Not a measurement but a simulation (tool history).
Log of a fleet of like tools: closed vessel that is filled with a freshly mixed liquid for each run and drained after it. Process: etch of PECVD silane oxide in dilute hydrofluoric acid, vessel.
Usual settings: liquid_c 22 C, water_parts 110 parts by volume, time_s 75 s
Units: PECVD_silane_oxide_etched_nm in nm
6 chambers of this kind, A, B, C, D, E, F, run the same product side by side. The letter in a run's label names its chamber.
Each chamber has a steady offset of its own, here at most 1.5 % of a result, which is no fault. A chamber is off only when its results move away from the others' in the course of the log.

run     day  liquid_c  water_parts  time_s  read-back film thickness of the PECVD silane oxide reference wafer, read on the same gauge (nm)  PECVD_silane_oxide_etched_nm
 1C   0.517        22          110      75                                                                                           50.008                       11.0480
 2B   0.867        22          110      75                                                                                           49.951                       11.2820
 3D   1.175        22          110      75                                                                                           49.986                       11.4090
 4A   1.721        22          110      75                                                                                           49.999                       11.1710
 5E   2.125        22          110      75                                                                                           50.034                       11.2190
 6F   2.450        22          110      75                                                                                           50.042                       11.3310
 7D   2.742        22          110      75                                                                                           49.965                       11.2890
 8B   3.138        22          145      75                                                                                           49.997                        8.3439
 9F   3.558        22          145      75                                                                                           50.036                        8.3347
10C   3.917        22          145      75                                                                                           49.987                        8.2449
11E   4.217        22          145      75                                                                                           50.040                        8.2263
12A   4.762        22          145      75                                                                                           49.991                        8.1774
13F   5.050        22          145      75                                                                                           49.983                        8.3042
14C   5.350        22          110      75                                                                                           50.014                       11.1990
15B   5.771        22          110      75                                                                                           50.003                       11.5590
16D   6.175        22          110      75                                                                                           50.029                       11.2610
17A   6.571        22          110      75                                                                                           50.010                       11.1590
18E   7.021        22          110      75                                                                                           49.995                       11.2830
19E   7.575        18          110     115                                                                                           49.992                       14.9340
20D   7.896        18          110     115                                                                                           50.000                       14.5630
21B   8.312        18          110     115                                                                                           50.017                       15.0740
22C   8.800        18          110     115                                                                                           50.015                       14.8160
23A   9.221        18          110     115                                                                                           49.986                       14.5920
24F   9.542        18          110     115                                                                                           50.018                       15.1550
25D   9.938        22          110      75                                                                                           50.016                       11.3680
26A  10.300        22          110      75                                                                                           50.008                       11.0380
27E  10.562        22           70      75                                                                                           49.988                       19.0310
28F  10.962        22           70      75                                                                                           49.982                       18.8590
29B  11.208        22           70      75                                                                                           49.990                       19.4570
30C  11.762        22           70      75                                                                                           50.002                       18.5640
31B  12.312        22           70      75                                                                                           50.026                       19.2980
32A  12.779        22           70      75                                                                                           49.984                       18.3500
33F  13.033        22          110      75                                                                                           50.021                       11.5980
34C  13.425        22          110      75                                                                                           50.012                       11.4220
     13.638  -- chamber D: hydrofluoric acid flow meter replaced
35E  13.675        22          110      75                                                                                           50.027                       11.2970
36D  14.146        22           90      90                                                                                           50.036                       16.9400
37A  14.400        22           90      90                                                                                           50.015                       16.4860
38D  14.767        22           90      90                                                                                           50.009                       16.8720
39F  15.154        22           90      90                                                                                           49.992                       17.2640
40C  15.542        22           90      90                                                                                           50.003                       17.0160
41B  16.029        22           90      90                                                                                           50.005                       18.3310

What goes on in this fleet: one chamber off, a drifting gauge, or nothing beyond the chambers' own small offsets? Name the chamber and the cause, if any.

Chamber B drifts away from the others.
Cause: hydrofluoric acid flow above the setpoint (%) = 6.85.
The log may not tell that from: liquid hotter than its thermometer reads (K).

Here are 4 candidates for chamber B's next run, each the usual settings with a change, their results left as question marks. Which one brings its results back in line with what the others give on the usual settings?
In line means no further than this from the other chambers' mean on the usual settings: PECVD_silane_oxide_etched_nm 0.3200 nm
42B-1  16.429      22.5          110      75                                                                                                                              ?
42B-2  16.429      20.0          110      75                                                                                                                              ?
42B-3  16.429      21.5          110      75                                                                                                                              ?
42B-4  16.429      22.0          110      80                                                                                                                              ?

The other chambers' mean on the usual settings: PECVD_silane_oxide_etched_nm 11.3120 nm
  run  PECVD_silane_oxide_etched_nm
42B-1                       12.3840
42B-2                       11.1980
42B-3                       11.8990
42B-4                       12.9510
42B-2 brings the chamber back in line.

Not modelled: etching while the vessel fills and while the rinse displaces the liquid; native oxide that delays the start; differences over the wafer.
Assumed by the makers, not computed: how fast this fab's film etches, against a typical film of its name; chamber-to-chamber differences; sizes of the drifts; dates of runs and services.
